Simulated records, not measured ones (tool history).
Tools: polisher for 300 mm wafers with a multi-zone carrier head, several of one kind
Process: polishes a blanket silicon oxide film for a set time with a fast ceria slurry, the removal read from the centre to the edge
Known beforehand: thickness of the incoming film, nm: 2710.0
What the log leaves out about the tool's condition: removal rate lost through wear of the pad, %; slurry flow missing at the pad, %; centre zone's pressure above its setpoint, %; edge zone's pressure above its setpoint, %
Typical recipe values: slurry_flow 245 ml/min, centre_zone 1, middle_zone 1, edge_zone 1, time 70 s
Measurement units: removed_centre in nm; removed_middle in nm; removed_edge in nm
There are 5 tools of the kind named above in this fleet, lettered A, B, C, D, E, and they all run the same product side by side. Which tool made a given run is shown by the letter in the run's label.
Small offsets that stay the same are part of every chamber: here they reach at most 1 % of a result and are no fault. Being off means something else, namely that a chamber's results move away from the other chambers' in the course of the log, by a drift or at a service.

| run | hour | slurry_flow | centre_zone | middle_zone | edge_zone | time | wafers polished on this pad | hours since the slurry nozzle was cleaned | hours since the centre zone pressure was calibrated | hours since the edge zone pressure was calibrated | removed_centre | removed_middle | removed_edge |
|---|---|---|---|---|---|---|---|---|---|---|---|---|---|
| 1D | 12.8 | 245 | 1 | 1 | 1 | 70 | 180 | 79.8 | 458.9 | 371.4 | 778.98 | 802.99 | 794.92 |
| 2E | 22.4 | 245 | 1 | 1 | 1 | 70 | 1011 | 347.3 | 448.9 | 160.8 | 789.8 | 773.46 | 780.89 |
|  | 24.8 | chamber B: worn pad replaced by a new one |
|  | 31 | chamber C: worn pad replaced by a new one |
|  | 32.3 | chamber A: worn pad replaced by a new one |
| 3B | 33.4 | 245 | 1 | 1 | 1 | 70 | 70 | 37.1 | 939.5 | 229.5 | 787.36 | 766.36 | 796.93 |
| 4C | 45.8 | 245 | 1 | 1 | 1 | 70 | 122 | 216 | 410.5 | 173.9 | 785.58 | 793.4 | 777.53 |
| 5A | 52.7 | 245 | 1 | 1 | 1 | 70 | 167 | 158.4 | 105.2 | 336.4 | 772.7 | 784.11 | 776.11 |
| 6D | 65 | 245 | 1 | 1 | 1 | 70 | 608 | 132 | 511.1 | 423.6 | 804.93 | 795.3 | 789.46 |
| 7A | 74.5 | 245 | 1 | 1 | 1 | 70 | 346 | 180.2 | 127 | 358.2 | 795.98 | 810.16 | 767.12 |
|  | 81.6 | chamber E: worn pad replaced by a new one |
| 8B | 89 | 175 | 1 | 1 | 1 | 62 | 526 | 92.7 | 995.1 | 285.1 | 664.68 | 657 | 687 |
| 9E | 98.2 | 175 | 1 | 1 | 1 | 62 | 136 | 423.1 | 524.7 | 236.6 | 667.03 | 661.34 | 672.62 |
|  | 98.7 | chamber D: worn pad replaced by a new one |
| 10C | 108.8 | 175 | 1 | 1 | 1 | 62 | 638 | 279 | 473.5 | 236.9 | 663.41 | 653.67 | 671.25 |
| 11E | 120.7 | 175 | 1 | 1 | 1 | 62 | 320 | 445.6 | 547.2 | 259.1 | 667.06 | 667.18 | 660.63 |
|  | 122.3 | chamber B: centre zone pressure recalibrated |
|  | 126 | chamber C: slurry nozzle cleaned |
| 12B | 127.5 | 175 | 1 | 1 | 1 | 62 | 842 | 131.2 | 5.3 | 323.6 | 664.46 | 663.13 | 668.47 |
| 13C | 136 | 245 | 1 | 1 | 1 | 70 | 861 | 10 | 500.7 | 264.1 | 783.43 | 788.81 | 769.15 |
| 14D | 146.2 | 245 | 1 | 1 | 1 | 70 | 389 | 213.2 | 592.3 | 504.8 | 788.76 | 784.18 | 789.32 |
| 15A | 155.1 | 245 | 1 | 1.05 | 1 | 70 | 1007 | 260.8 | 207.6 | 438.8 | 785.32 | 825.94 | 783.47 |
|  | 162.9 | chamber A: worn pad replaced by a new one |
| 16A | 167.9 | 245 | 1 | 1.05 | 1 | 70 | 41 | 273.6 | 220.4 | 451.6 | 775.83 | 836.88 | 789.31 |
| 17C | 175.5 | 245 | 1 | 1.05 | 1 | 70 | 1185 | 49.5 | 540.2 | 303.6 | 773.22 | 823.2 | 784.27 |
| 18D | 187.2 | 245 | 1 | 1.05 | 1 | 70 | 726 | 254.2 | 633.3 | 545.8 | 794.12 | 821.64 | 793.6 |
| 19E | 198.7 | 245 | 1 | 1.05 | 1 | 70 | 960 | 523.6 | 625.2 | 337.1 | 807.6 | 815.12 | 773.47 |
|  | 206.2 | chamber B: worn pad replaced by a new one |
| 20B | 206.6 | 245 | 1 | 1 | 1 | 70 | 3 | 210.3 | 84.4 | 402.7 | 796.09 | 789.4 | 784.7 |
|  | 207.1 | chamber D: worn pad replaced by a new one |
| 21D | 213.4 | 245 | 1 | 1 | 1 | 70 | 52 | 280.4 | 659.5 | 572 | 794.1 | 803.63 | 794.84 |
| 22E | 219.9 | 165 | 1 | 1 | 1 | 58 | 1134 | 544.8 | 646.4 | 358.3 | 632.86 | 616.79 | 622.76 |
|  | 221.3 | chamber C: worn pad replaced by a new one |
| 23C | 226.6 | 165 | 1 | 1 | 1 | 58 | 43 | 100.6 | 591.3 | 354.7 | 609.12 | 613.77 | 625.27 |
|  | 228.9 | chamber E: edge zone pressure recalibrated |
|  | 237.1 | chamber B: slurry nozzle cleaned |
| 24A | 241.6 | 165 | 1 | 1 | 1 | 58 | 646 | 347.3 | 294.1 | 525.3 | 608.34 | 616.11 | 622.15 |
|  | 242 | chamber D: edge zone pressure recalibrated |
|  | 243.8 | chamber C: edge zone pressure recalibrated |
| 25B | 255.1 | 165 | 1 | 1 | 1 | 58 | 401 | 18 | 132.9 | 451.2 | 622.06 | 608.34 | 633.15 |
|  | 267.6 | chamber E: worn pad replaced by a new one |
| 26C | 268.1 | 165 | 1 | 1 | 1 | 58 | 384 | 142.1 | 632.8 | 24.3 | 604.75 | 613.5 | 621.56 |
|  | 279.5 | chamber E: slurry nozzle cleaned |
|  | 281.9 | chamber A: worn pad replaced by a new one |
| 27E | 282.6 | 245 | 1 | 1 | 1 | 70 | 123 | 3.2 | 709.1 | 53.8 | 823.62 | 789.67 | 781.19 |
| 28D | 295.9 | 245 | 1 | 1 | 1 | 70 | 728 | 362.9 | 742 | 54 | 780.7 | 788.63 | 784.57 |
| 29A | 310.4 | 175 | 1 | 1 | 1 | 86 | 233 | 416.1 | 362.9 | 594.1 | 910.48 | 918.18 | 933.54 |
|  | 318.4 | chamber D: worn pad replaced by a new one |
| 30B | 318.4 | 175 | 1 | 1 | 1 | 86 | 920 | 81.3 | 196.2 | 514.5 | 910.64 | 902.86 | 930.35 |
| 31B | 325.3 | 175 | 1 | 1 | 1 | 86 | 977 | 88.2 | 203.1 | 521.4 | 919.89 | 917.93 | 941.28 |
|  | 329.2 | chamber A: centre zone pressure recalibrated |
| 32E | 339.6 | 175 | 1 | 1 | 1 | 86 | 591 | 60.2 | 766.1 | 110.8 | 985.65 | 916.33 | 934.26 |
| 33D | 346.2 | 175 | 1 | 1 | 1 | 86 | 228 | 413.2 | 792.3 | 104.3 | 920.19 | 927.24 | 936.93 |
|  | 351.3 | chamber A: edge zone pressure recalibrated |
| 34C | 354.1 | 245 | 1 | 1.1 | 1 | 60 | 1089 | 228.1 | 718.8 | 110.3 | 673.39 | 742.4 | 666.29 |
| 35A | 366.5 | 245 | 1 | 1.1 | 1 | 60 | 694 | 472.2 | 37.3 | 15.3 | 682.75 | 723.15 | 654.34 |
| 36A | 379.1 | 245 | 1 | 1.1 | 1 | 60 | 797 | 484.8 | 49.9 | 27.9 | 668.1 | 732.3 | 674.82 |
|  | 388.2 | chamber B: worn pad replaced by a new one |
| 37B | 389.1 | 245 | 1 | 1.1 | 1 | 60 | 8 | 152 | 266.9 | 585.2 | 672.05 | 712.21 | 673.64 |

For the next run the whole fleet of 5 chambers uses the same settings. Give each chamber's results:
| 38A | 399.9 | 245 | 1 | 1 | 1 | 70 |  |  |  |  | ? | ? | ? |
| 38B | 399.9 | 245 | 1 | 1 | 1 | 70 |  |  |  |  | ? | ? | ? |
| 38C | 399.9 | 245 | 1 | 1 | 1 | 70 |  |  |  |  | ? | ? | ? |
| 38D | 399.9 | 245 | 1 | 1 | 1 | 70 |  |  |  |  | ? | ? | ? |
| 38E | 399.9 | 245 | 1 | 1 | 1 | 70 |  |  |  |  | ? | ? | ? |

| run | removed_centre | removed_middle | removed_edge |
|---|---|---|---|
| 38A | 792.35 | 784.34 | 770.34 |
| 38B | 801.06 | 766.86 | 780.94 |
| 38C | 776.07 | 776 | 770.18 |
| 38D | 775.21 | 807.34 | 785.6 |
| 38E | 859.02 | 777.15 | 771.71 |
